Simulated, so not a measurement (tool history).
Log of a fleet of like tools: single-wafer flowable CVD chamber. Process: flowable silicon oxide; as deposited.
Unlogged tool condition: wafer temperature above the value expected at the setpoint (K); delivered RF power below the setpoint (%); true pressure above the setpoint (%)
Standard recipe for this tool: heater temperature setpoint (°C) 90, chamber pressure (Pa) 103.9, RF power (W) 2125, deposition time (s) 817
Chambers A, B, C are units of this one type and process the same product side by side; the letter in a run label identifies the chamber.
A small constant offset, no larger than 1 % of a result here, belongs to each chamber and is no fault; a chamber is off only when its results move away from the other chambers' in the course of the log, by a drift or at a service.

| run | hour | heater temperature setpoint (°C) | chamber pressure (Pa) | RF power (W) | deposition time (s) | hours since the last thermocouple change | hours since the last RF generator calibration | hours since the last manometer calibration | read-back reference wafer on the same gauge, thickness_nm | mean film thickness on the monitor wafer (nm) |
|---|---|---|---|---|---|---|---|---|---|---|
| 1C | 10.2 | 90 | 103.9 | 2125 | 817 | 1911.6 | 827.6 | 1498.9 | 598.81 | 682.18 |
| 2B | 21.9 | 90 | 103.9 | 2125 | 817 | 974.5 | 672.5 | 1572.9 | 598.81 | 679.41 |
| 3A | 30.2 | 90 | 103.9 | 2125 | 817 | 2276.1 | 689.4 | 635.8 | 598.67 | 670.53 |
|  | 35.1 | chamber A: thermocouple changed; heater temperature recalibrated |
| 4C | 37.1 | 90 | 103.9 | 2125 | 817 | 1938.5 | 854.5 | 1525.8 | 598.41 | 682.01 |
| 5B | 42.8 | 90 | 103.9 | 2125 | 817 | 995.4 | 693.4 | 1593.8 | 598.55 | 678.70 |
| 6A | 52.3 | 90 | 93.9 | 2125 | 817 | 17.3 | 711.5 | 657.9 | 598.46 | 587.65 |
|  | 58.6 | chamber C: thermocouple changed; heater temperature recalibrated |
| 7C | 60.0 | 90 | 93.9 | 2125 | 817 | 1.4 | 877.4 | 1548.7 | 598.42 | 595.07 |
| 8A | 69.1 | 90 | 93.9 | 2125 | 817 | 34.1 | 728.3 | 674.7 | 598.23 | 586.59 |
| 9B | 81.4 | 90 | 103.9 | 2125 | 817 | 1034.0 | 732.0 | 1632.4 | 598.20 | 678.49 |
| 10B | 88.9 | 90 | 103.9 | 2125 | 817 | 1041.5 | 739.5 | 1639.9 | 598.04 | 678.51 |
| 11C | 95.3 | 90 | 103.9 | 2125 | 817 | 36.7 | 912.7 | 1584.0 | 597.87 | 681.81 |
| 12A | 105.3 | 90 | 103.9 | 2125 | 817 | 70.3 | 764.5 | 710.9 | 598.03 | 669.39 |
| 13B | 116.4 | 90 | 103.9 | 2125 | 817 | 1069.0 | 767.0 | 1667.4 | 597.56 | 678.53 |
| 14A | 123.9 | 90 | 103.9 | 2125 | 817 | 88.9 | 783.1 | 729.5 | 597.58 | 671.27 |
| 15C | 136.3 | 90 | 103.9 | 2125 | 817 | 77.7 | 953.7 | 1625.0 | 597.70 | 680.22 |
| 16C | 143.8 | 90 | 103.9 | 2125 | 817 | 85.2 | 961.2 | 1632.5 | 597.45 | 680.52 |
| 17B | 153.7 | 90 | 103.9 | 2125 | 817 | 1106.3 | 804.3 | 1704.7 | 597.56 | 678.36 |
| 18A | 163.2 | 90 | 103.9 | 2125 | 817 | 128.2 | 822.4 | 768.8 | 597.06 | 670.59 |
| 19C | 173.0 | 90 | 103.9 | 2125 | 817 | 114.4 | 990.4 | 1661.7 | 597.06 | 680.06 |
| 20B | 180.5 | 90 | 103.9 | 2125 | 817 | 1133.1 | 831.1 | 1731.5 | 597.09 | 677.01 |
| 21A | 192.8 | 90 | 103.9 | 2125 | 817 | 157.8 | 852.0 | 798.4 | 596.91 | 668.42 |
| 22C | 201.9 | 90 | 103.9 | 2125 | 817 | 143.3 | 1019.3 | 1690.6 | 596.67 | 679.33 |
| 23A | 213.1 | 90 | 103.9 | 2125 | 817 | 178.1 | 872.3 | 818.7 | 596.74 | 668.68 |
|  | 223.2 | chamber B: capacitance manometer re-zeroed and calibrated |
| 24B | 225.2 | 90 | 103.9 | 2125 | 817 | 1177.8 | 875.8 | 2.0 | 596.48 | 678.47 |
| 25A | 236.9 | 90 | 103.9 | 2125 | 817 | 201.9 | 896.1 | 842.5 | 596.58 | 669.86 |
| 26C | 245.8 | 90 | 103.9 | 2125 | 817 | 187.2 | 1063.2 | 1734.5 | 596.41 | 679.78 |
| 27B | 254.2 | 90 | 82.1 | 2125 | 817 | 1206.8 | 904.8 | 31.0 | 596.37 | 493.15 |
| 28C | 265.1 | 90 | 82.1 | 2125 | 817 | 206.5 | 1082.5 | 1753.8 | 595.94 | 494.73 |
| 29B | 274.5 | 90 | 82.1 | 2125 | 817 | 1227.1 | 925.1 | 51.3 | 596.01 | 494.22 |
| 30A | 283.5 | 90 | 103.9 | 2125 | 817 | 248.5 | 942.7 | 889.1 | 596.06 | 667.16 |
| 31C | 289.9 | 90 | 103.9 | 2125 | 817 | 231.3 | 1107.3 | 1778.6 | 595.95 | 677.18 |

Is one chamber off against the others, does the gauge drift, or is nothing wrong? If a chamber is off, say which, and what the likeliest cause is.

No chamber is off; the gauge reading every chamber's wafers drifts, which makes the whole fleet appear to move together.
Likeliest cause: gauge reads low (%) = 0.531.
